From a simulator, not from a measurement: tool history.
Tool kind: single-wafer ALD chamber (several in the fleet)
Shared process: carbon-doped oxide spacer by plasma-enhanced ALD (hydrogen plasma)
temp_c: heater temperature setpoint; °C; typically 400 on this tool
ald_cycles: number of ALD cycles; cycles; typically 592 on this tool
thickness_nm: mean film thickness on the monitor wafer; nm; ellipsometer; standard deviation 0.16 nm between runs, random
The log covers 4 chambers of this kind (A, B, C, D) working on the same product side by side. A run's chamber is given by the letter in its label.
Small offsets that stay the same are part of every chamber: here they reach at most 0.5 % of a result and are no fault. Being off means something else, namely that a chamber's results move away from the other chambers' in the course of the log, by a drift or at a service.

| run | hour | temp_c | ald_cycles | hours since the last thermocouple change | read-back reference wafer on the same gauge, thickness_nm | thickness_nm |
|---|---|---|---|---|---|---|
| 1B | 6.1 | 400 | 592 | 758.3 | 33.422 | 30.016 |
| 2D | 12.9 | 400 | 592 | 220 | 33.374 | 29.453 |
| 3C | 18.2 | 400 | 592 | 721.8 | 33.382 | 29.655 |
| 4A | 23.7 | 400 | 592 | 1014.3 | 33.357 | 29.607 |
| 5C | 27.8 | 400 | 592 | 731.4 | 33.398 | 29.906 |
| 6D | 31.3 | 400 | 592 | 238.4 | 33.415 | 29.772 |
| 7B | 37.6 | 394 | 536 | 789.8 | 33.379 | 27.078 |
| 8A | 41.3 | 394 | 536 | 1031.9 | 33.446 | 26.756 |
| 9C | 47 | 394 | 536 | 750.6 | 33.398 | 26.634 |
| 10A | 51.2 | 394 | 536 | 1041.8 | 33.405 | 26.835 |
| 11B | 54.7 | 400 | 592 | 806.9 | 33.392 | 29.475 |
| 12D | 60.5 | 400 | 592 | 267.6 | 33.383 | 29.776 |
| 13B | 67 | 400 | 592 | 819.2 | 33.398 | 29.409 |
| 14D | 72.5 | 400 | 592 | 279.6 | 33.388 | 29.755 |
| 15A | 75.6 | 400 | 592 | 1066.2 | 33.415 | 29.413 |
| 16C | 82 | 400 | 592 | 785.6 | 33.393 | 29.555 |
| 17B | 85.9 | 400 | 592 | 838.1 | 33.375 | 29.614 |
| 18D | 91.2 | 400 | 592 | 298.3 | 33.404 | 29.737 |
| 19C | 98.1 | 400 | 592 | 801.7 | 33.411 | 29.39 |
| 20A | 102.6 | 400 | 592 | 1093.2 | 33.386 | 29.614 |
| 21A | 107.6 | 400 | 592 | 1098.2 | 33.423 | 29.749 |
| 22D | 114 | 400 | 592 | 321.1 | 33.417 | 29.336 |
| 23C | 120.3 | 400 | 592 | 823.9 | 33.358 | 29.468 |
| 24B | 125.6 | 400 | 592 | 877.8 | 33.439 | 29.928 |
| 25C | 130.3 | 400 | 592 | 833.9 | 33.364 | 29.468 |
| 26D | 135.7 | 400 | 592 | 342.8 | 33.392 | 29.624 |
| 27B | 139.9 | 400 | 592 | 892.1 | 33.359 | 29.839 |
| 28A | 146.6 | 400 | 592 | 1137.2 | 33.413 | 29.86 |
| 29D | 151.1 | 400 | 592 | 358.2 | 33.385 | 29.393 |
| 30C | 156 | 400 | 592 | 859.6 | 33.349 | 29.52 |
| 31A | 161.9 | 400 | 592 | 1152.5 | 33.464 | 29.308 |
| 32B | 165.1 | 400 | 592 | 917.3 | 33.397 | 29.783 |
| 33A | 170.7 | 400 | 592 | 1161.3 | 33.407 | 29.536 |
| 34B | 175.3 | 400 | 592 | 927.5 | 33.386 | 29.714 |
| 35C | 181.3 | 400 | 592 | 884.9 | 33.37 | 29.756 |

The same settings go to every chamber for the next run, one line per chamber below. Forecast the results for each:
| 36A | 186.4 | 400 | 592 |  |  | ? |
| 36B | 186.4 | 400 | 592 |  |  | ? |
| 36C | 186.4 | 400 | 592 |  |  | ? |
| 36D | 186.4 | 400 | 592 |  |  | ? |

| run | thickness_nm |
|---|---|
| 36A | 29.71 |
| 36B | 29.476 |
| 36C | 29.833 |
| 36D | 29.583 |

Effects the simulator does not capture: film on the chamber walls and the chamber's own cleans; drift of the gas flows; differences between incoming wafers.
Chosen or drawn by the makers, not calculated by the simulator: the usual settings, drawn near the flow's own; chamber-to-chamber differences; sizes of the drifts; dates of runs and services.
